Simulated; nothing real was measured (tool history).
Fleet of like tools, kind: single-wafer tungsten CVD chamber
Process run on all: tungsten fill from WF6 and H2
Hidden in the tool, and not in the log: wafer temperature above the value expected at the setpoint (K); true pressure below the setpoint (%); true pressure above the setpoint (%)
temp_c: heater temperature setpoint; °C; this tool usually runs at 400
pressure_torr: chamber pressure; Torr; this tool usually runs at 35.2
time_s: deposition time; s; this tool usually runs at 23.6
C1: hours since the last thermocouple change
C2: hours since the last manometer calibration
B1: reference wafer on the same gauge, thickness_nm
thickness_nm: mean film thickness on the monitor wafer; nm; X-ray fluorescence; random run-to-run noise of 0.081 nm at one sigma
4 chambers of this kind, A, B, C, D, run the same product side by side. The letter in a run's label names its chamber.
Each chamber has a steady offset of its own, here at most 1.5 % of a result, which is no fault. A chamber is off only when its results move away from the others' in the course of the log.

{"hour": 1.0, "done": "chamber C: thermocouple changed; heater temperature recalibrated"}
{"run": "1D", "hour": 9.9, "temp_c": 400, "pressure_torr": 35.2, "time_s": 23.6, "C1": 858.1, "C2": 102.9, "B1": 71.367, "thickness_nm": 74.281}
{"run": "2B", "hour": 19.6, "temp_c": 400, "pressure_torr": 35.2, "time_s": 23.6, "C1": 1591.2, "C2": 1236.9, "B1": 71.359, "thickness_nm": 74.826}
{"run": "3C", "hour": 26.4, "temp_c": 400, "pressure_torr": 35.2, "time_s": 23.6, "C1": 25.5, "C2": 1187.3, "B1": 71.351, "thickness_nm": 73.758}
{"run": "4A", "hour": 33.4, "temp_c": 400, "pressure_torr": 35.2, "time_s": 23.6, "C1": 1780.9, "C2": 1828.9, "B1": 71.351, "thickness_nm": 73.654}
{"run": "5C", "hour": 43.2, "temp_c": 400, "pressure_torr": 35.2, "time_s": 23.6, "C1": 42.3, "C2": 1204.1, "B1": 71.345, "thickness_nm": 73.705}
{"run": "6B", "hour": 53.8, "temp_c": 400, "pressure_torr": 35.2, "time_s": 23.6, "C1": 1625.4, "C2": 1271.1, "B1": 71.332, "thickness_nm": 74.676}
{"run": "7D", "hour": 59.1, "temp_c": 405, "pressure_torr": 35.2, "time_s": 23.6, "C1": 907.3, "C2": 152.1, "B1": 71.319, "thickness_nm": 81.117}
{"run": "8A", "hour": 68.2, "temp_c": 405, "pressure_torr": 35.2, "time_s": 23.6, "C1": 1815.7, "C2": 1863.7, "B1": 71.325, "thickness_nm": 80.17}
{"run": "9A", "hour": 76.7, "temp_c": 405, "pressure_torr": 35.2, "time_s": 23.6, "C1": 1824.2, "C2": 1872.2, "B1": 71.298, "thickness_nm": 80.329}
{"run": "10D", "hour": 87.1, "temp_c": 405, "pressure_torr": 35.2, "time_s": 23.6, "C1": 935.3, "C2": 180.1, "B1": 71.299, "thickness_nm": 80.895}
{"run": "11B", "hour": 96.6, "temp_c": 400, "pressure_torr": 35.2, "time_s": 23.6, "C1": 1668.2, "C2": 1313.9, "B1": 71.285, "thickness_nm": 74.861}
{"hour": 99.6, "done": "chamber B: capacitance manometer re-zeroed and calibrated"}
{"run": "12C", "hour": 105.5, "temp_c": 400, "pressure_torr": 35.2, "time_s": 23.6, "C1": 104.6, "C2": 1266.4, "B1": 71.282, "thickness_nm": 73.654}
{"run": "13A", "hour": 110.4, "temp_c": 400, "pressure_torr": 35.2, "time_s": 23.6, "C1": 1857.9, "C2": 1905.9, "B1": 71.252, "thickness_nm": 73.46}
{"run": "14C", "hour": 117.7, "temp_c": 400, "pressure_torr": 35.2, "time_s": 23.6, "C1": 116.8, "C2": 1278.6, "B1": 71.253, "thickness_nm": 73.576}
{"run": "15B", "hour": 122.8, "temp_c": 400, "pressure_torr": 35.2, "time_s": 23.6, "C1": 1694.4, "C2": 23.3, "B1": 71.228, "thickness_nm": 74.566}
{"run": "16D", "hour": 128.2, "temp_c": 400, "pressure_torr": 35.2, "time_s": 23.6, "C1": 976.4, "C2": 221.2, "B1": 71.239, "thickness_nm": 74.293}
{"run": "17B", "hour": 135.5, "temp_c": 400, "pressure_torr": 35.2, "time_s": 23.6, "C1": 1707.1, "C2": 36, "B1": 71.228, "thickness_nm": 74.736}
{"run": "18A", "hour": 142.3, "temp_c": 400, "pressure_torr": 35.2, "time_s": 23.6, "C1": 1889.8, "C2": 1937.8, "B1": 71.242, "thickness_nm": 73.387}
{"run": "19C", "hour": 151.0, "temp_c": 400, "pressure_torr": 35.2, "time_s": 23.6, "C1": 150.1, "C2": 1311.9, "B1": 71.191, "thickness_nm": 73.531}
{"run": "20D", "hour": 161.6, "temp_c": 400, "pressure_torr": 35.2, "time_s": 23.6, "C1": 1009.8, "C2": 254.6, "B1": 71.205, "thickness_nm": 74.177}
{"run": "21A", "hour": 168.6, "temp_c": 400, "pressure_torr": 35.2, "time_s": 23.6, "C1": 1916.1, "C2": 1964.1, "B1": 71.208, "thickness_nm": 73.374}
{"run": "22C", "hour": 177.1, "temp_c": 411, "pressure_torr": 43.5, "time_s": 23.6, "C1": 176.2, "C2": 1338, "B1": 71.2, "thickness_nm": 98.708}
{"run": "23D", "hour": 187.0, "temp_c": 411, "pressure_torr": 43.5, "time_s": 23.6, "C1": 1035.2, "C2": 280, "B1": 71.17, "thickness_nm": 98.732}
{"run": "24B", "hour": 196.0, "temp_c": 411, "pressure_torr": 43.5, "time_s": 23.6, "C1": 1767.6, "C2": 96.5, "B1": 71.155, "thickness_nm": 99.716}
{"run": "25B", "hour": 203.3, "temp_c": 411, "pressure_torr": 43.5, "time_s": 23.6, "C1": 1774.9, "C2": 103.8, "B1": 71.162, "thickness_nm": 99.683}
{"hour": 206.8, "done": "chamber C: capacitance manometer re-zeroed and calibrated"}
{"run": "26C", "hour": 209.6, "temp_c": 400, "pressure_torr": 35.2, "time_s": 23.6, "C1": 208.7, "C2": 2.8, "B1": 71.126, "thickness_nm": 73.5}
{"run": "27D", "hour": 219.2, "temp_c": 412, "pressure_torr": 39.4, "time_s": 23.6, "C1": 1067.4, "C2": 312.2, "B1": 71.151, "thickness_nm": 96.024}
{"run": "28A", "hour": 224.8, "temp_c": 412, "pressure_torr": 39.4, "time_s": 23.6, "C1": 1972.3, "C2": 2020.3, "B1": 71.141, "thickness_nm": 94.996}
{"run": "29B", "hour": 230.4, "temp_c": 412, "pressure_torr": 39.4, "time_s": 23.6, "C1": 1802, "C2": 130.9, "B1": 71.143, "thickness_nm": 96.516}
{"run": "30A", "hour": 238.3, "temp_c": 412, "pressure_torr": 39.4, "time_s": 23.6, "C1": 1985.8, "C2": 2033.8, "B1": 71.113, "thickness_nm": 94.878}
{"run": "31C", "hour": 244.7, "temp_c": 400, "pressure_torr": 35.2, "time_s": 23.6, "C1": 243.8, "C2": 37.9, "B1": 71.1, "thickness_nm": 73.479}
{"run": "32D", "hour": 253.7, "temp_c": 400, "pressure_torr": 35.2, "time_s": 23.6, "C1": 1101.9, "C2": 346.7, "B1": 71.102, "thickness_nm": 74.173}
{"run": "33D", "hour": 258.7, "temp_c": 400, "pressure_torr": 35.2, "time_s": 23.6, "C1": 1106.9, "C2": 351.7, "B1": 71.095, "thickness_nm": 74.097}
{"run": "34C", "hour": 263.6, "temp_c": 400, "pressure_torr": 35.2, "time_s": 23.6, "C1": 262.7, "C2": 56.8, "B1": 71.087, "thickness_nm": 73.335}

Predict what each chamber gives when all 4 of them run the settings below next.
{"run": "35A", "hour": 271.2, "temp_c": 412, "pressure_torr": 35.2, "time_s": 23.6, "thickness_nm": "?"}
{"run": "35B", "hour": 271.2, "temp_c": 412, "pressure_torr": 35.2, "time_s": 23.6, "thickness_nm": "?"}
{"run": "35C", "hour": 271.2, "temp_c": 412, "pressure_torr": 35.2, "time_s": 23.6, "thickness_nm": "?"}
{"run": "35D", "hour": 271.2, "temp_c": 412, "pressure_torr": 35.2, "time_s": 23.6, "thickness_nm": "?"}

run=35A thickness_nm=90.063
run=35B thickness_nm=91.425
run=35C thickness_nm=90.475
run=35D thickness_nm=90.948
